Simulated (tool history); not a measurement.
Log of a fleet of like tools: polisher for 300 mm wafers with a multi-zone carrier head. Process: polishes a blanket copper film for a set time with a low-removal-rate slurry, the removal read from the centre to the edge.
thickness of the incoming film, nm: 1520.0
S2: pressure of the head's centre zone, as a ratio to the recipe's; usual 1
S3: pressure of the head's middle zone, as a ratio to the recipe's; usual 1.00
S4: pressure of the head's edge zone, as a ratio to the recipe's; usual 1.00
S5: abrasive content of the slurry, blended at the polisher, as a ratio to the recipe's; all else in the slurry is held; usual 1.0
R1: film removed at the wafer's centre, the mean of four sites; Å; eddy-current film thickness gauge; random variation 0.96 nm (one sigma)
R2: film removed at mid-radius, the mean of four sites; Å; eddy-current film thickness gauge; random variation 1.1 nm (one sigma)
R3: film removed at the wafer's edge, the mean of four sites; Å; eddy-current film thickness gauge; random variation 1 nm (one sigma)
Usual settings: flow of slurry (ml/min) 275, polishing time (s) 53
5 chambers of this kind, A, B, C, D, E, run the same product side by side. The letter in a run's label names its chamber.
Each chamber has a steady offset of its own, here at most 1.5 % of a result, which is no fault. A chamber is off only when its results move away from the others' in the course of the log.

At hour 3.4: chamber E: worn pad replaced by a new one.
Run 1E, hour 12.5: usual settings. Result: R1 1056.50 Å, R2 1049.10 Å, R3 1070.10 Å.
Run 2A, hour 24.2: usual settings. Result: R1 1029.60 Å, R2 1044.50 Å, R3 1052.00 Å.
Run 3B, hour 32.0: usual settings. Result: R1 1051.30 Å, R2 1076.40 Å, R3 1061.80 Å.
Run 4D, hour 43.2: usual settings. Result: R1 1033.90 Å, R2 1048.80 Å, R3 1039.50 Å.
Run 5C, hour 51.1: usual settings but S3 0.96, S4 1.07. Result: R1 1049.80 Å, R2 1004.20 Å, R3 1097.20 Å.
Run 6E, hour 59.9: usual settings but S3 0.96, S4 1.07. Result: R1 1068.50 Å, R2 1006.10 Å, R3 1120.40 Å.
At hour 67.5: chamber A: worn pad replaced by a new one.
Run 7C, hour 69.6: usual settings but S3 0.96, S4 1.07. Result: R1 1053.60 Å, R2 1010.50 Å, R3 1084.00 Å.
Run 8B, hour 78.5: usual settings but S3 0.96, S4 1.07. Result: R1 1053.60 Å, R2 1023.90 Å, R3 1083.60 Å.
At hour 85.8: chamber D: worn pad replaced by a new one.
Run 9D, hour 90.9: usual settings but S3 0.96, S4 1.07. Result: R1 1048.80 Å, R2 1012.10 Å, R3 1096.00 Å.
Run 10A, hour 102.7: usual settings. Result: R1 1034.30 Å, R2 1039.00 Å, R3 1049.00 Å.
At hour 103.4: chamber E: worn pad replaced by a new one.
At hour 107.4: chamber D: slurry nozzle cleaned.
Run 11C, hour 108.8: usual settings. Result: R1 1047.70 Å, R2 1041.90 Å, R3 1061.70 Å.
At hour 111.2: chamber E: slurry nozzle cleaned.
Run 12B, hour 122.2: usual settings. Result: R1 1066.70 Å, R2 1053.40 Å, R3 1062.30 Å.
Run 13E, hour 130.1: usual settings. Result: R1 1052.30 Å, R2 1083.60 Å, R3 1081.20 Å.
At hour 135.3: chamber A: worn pad replaced by a new one.
Run 14A, hour 137.0: usual settings but S4 0.95, S5 1.1. Result: R1 1046.90 Å, R2 1065.60 Å, R3 1047.20 Å.
Run 15D, hour 147.5: usual settings but S4 0.95, S5 1.1. Result: R1 1068.20 Å, R2 1072.90 Å, R3 1046.00 Å.
Run 16C, hour 157.3: usual settings but S4 0.95, S5 1.1. Result: R1 1045.80 Å, R2 1068.00 Å, R3 1026.30 Å.
Run 17A, hour 168.3: usual settings but S4 0.95, S5 1.1. Result: R1 1064.80 Å, R2 1049.90 Å, R3 1055.80 Å.
At hour 173.4: chamber B: worn pad replaced by a new one.
Run 18D, hour 180.3: usual settings but S4 0.95, S5 1.1. Result: R1 1072.40 Å, R2 1066.50 Å, R3 1047.50 Å.
Run 19E, hour 190.3: usual settings. Result: R1 1052.80 Å, R2 1047.10 Å, R3 1076.10 Å.
At hour 197.0: chamber D: worn pad replaced by a new one.
Run 20B, hour 198.9: usual settings. Result: R1 1073.80 Å, R2 1056.40 Å, R3 1039.50 Å.
At hour 199.1: chamber E: worn pad replaced by a new one.
At hour 202.5: chamber A: worn pad replaced by a new one.
Run 21A, hour 211.3: usual settings. Result: R1 1039.00 Å, R2 1072.40 Å, R3 1059.00 Å.
Run 22E, hour 224.0: usual settings. Result: R1 1065.50 Å, R2 1049.00 Å, R3 1079.20 Å.
Run 23C, hour 231.7: usual settings but S4 0.90. Result: R1 1002.70 Å, R2 1001.20 Å, R3 955.62 Å.
At hour 233.3: chamber C: edge zone pressure recalibrated.
At hour 241.1: chamber A: slurry nozzle cleaned.
Run 24B, hour 241.3: usual settings but S4 0.90. Result: R1 1056.50 Å, R2 1042.40 Å, R3 1009.30 Å.
Run 25D, hour 251.1: usual settings but S4 0.90. Result: R1 1047.60 Å, R2 1018.10 Å, R3 974.36 Å.
Run 26D, hour 263.3: usual settings but S4 0.90. Result: R1 1052.20 Å, R2 1046.60 Å, R3 980.62 Å.
At hour 267.7: chamber A: worn pad replaced by a new one.
Run 27A, hour 272.4: usual settings but S4 0.90. Result: R1 1029.50 Å, R2 1051.70 Å, R3 1013.70 Å.
Run 28B, hour 278.9: usual settings. Result: R1 1070.00 Å, R2 1038.80 Å, R3 1057.30 Å.
Run 29C, hour 291.0: usual settings. Result: R1 986.98 Å, R2 994.16 Å, R3 1009.40 Å.
At hour 295.0: chamber E: worn pad replaced by a new one.
Run 30E, hour 300.4: usual settings. Result: R1 1063.40 Å, R2 1067.90 Å, R3 1073.50 Å.
Run 31E, hour 306.6: usual settings. Result: R1 1054.60 Å, R2 1069.00 Å, R3 1057.00 Å.
Run 32C, hour 315.6: usual settings. Result: R1 980.57 Å, R2 975.96 Å, R3 980.48 Å.
Run 33B, hour 322.6: usual settings. Result: R1 1062.90 Å, R2 1056.60 Å, R3 1049.30 Å.
At hour 324.4: chamber D: worn pad replaced by a new one.
Run 34A, hour 331.8: usual settings. Result: R1 1049.60 Å, R2 1045.70 Å, R3 1059.10 Å.
At hour 339.1: chamber A: worn pad replaced by a new one.
Run 35D, hour 340.0: usual settings. Result: R1 1049.30 Å, R2 1081.40 Å, R3 1037.50 Å.
Run 36C, hour 347.1: usual settings but S4 1.08. Result: R1 956.07 Å, R2 969.17 Å, R3 1027.90 Å.
Run 37A, hour 354.1: usual settings but S4 1.08. Result: R1 1054.30 Å, R2 1043.50 Å, R3 1105.40 Å.

All 5 chambers run these settings next. Forecast each chamber's results:
Run 38A, hour 364.1: usual settings. Result: R1 ?, R2 ?, R3 ?.
Run 38B, hour 364.1: usual settings. Result: R1 ?, R2 ?, R3 ?.
Run 38C, hour 364.1: usual settings. Result: R1 ?, R2 ?, R3 ?.
Run 38D, hour 364.1: usual settings. Result: R1 ?, R2 ?, R3 ?.
Run 38E, hour 364.1: usual settings. Result: R1 ?, R2 ?, R3 ?.

run       R1       R2       R3
38A  1045.50  1055.20  1046.20
38B  1055.10  1060.20  1052.60
38C   972.92   959.13   952.26
38D  1035.90  1021.90  1036.50
38E  1064.80  1072.80  1065.60

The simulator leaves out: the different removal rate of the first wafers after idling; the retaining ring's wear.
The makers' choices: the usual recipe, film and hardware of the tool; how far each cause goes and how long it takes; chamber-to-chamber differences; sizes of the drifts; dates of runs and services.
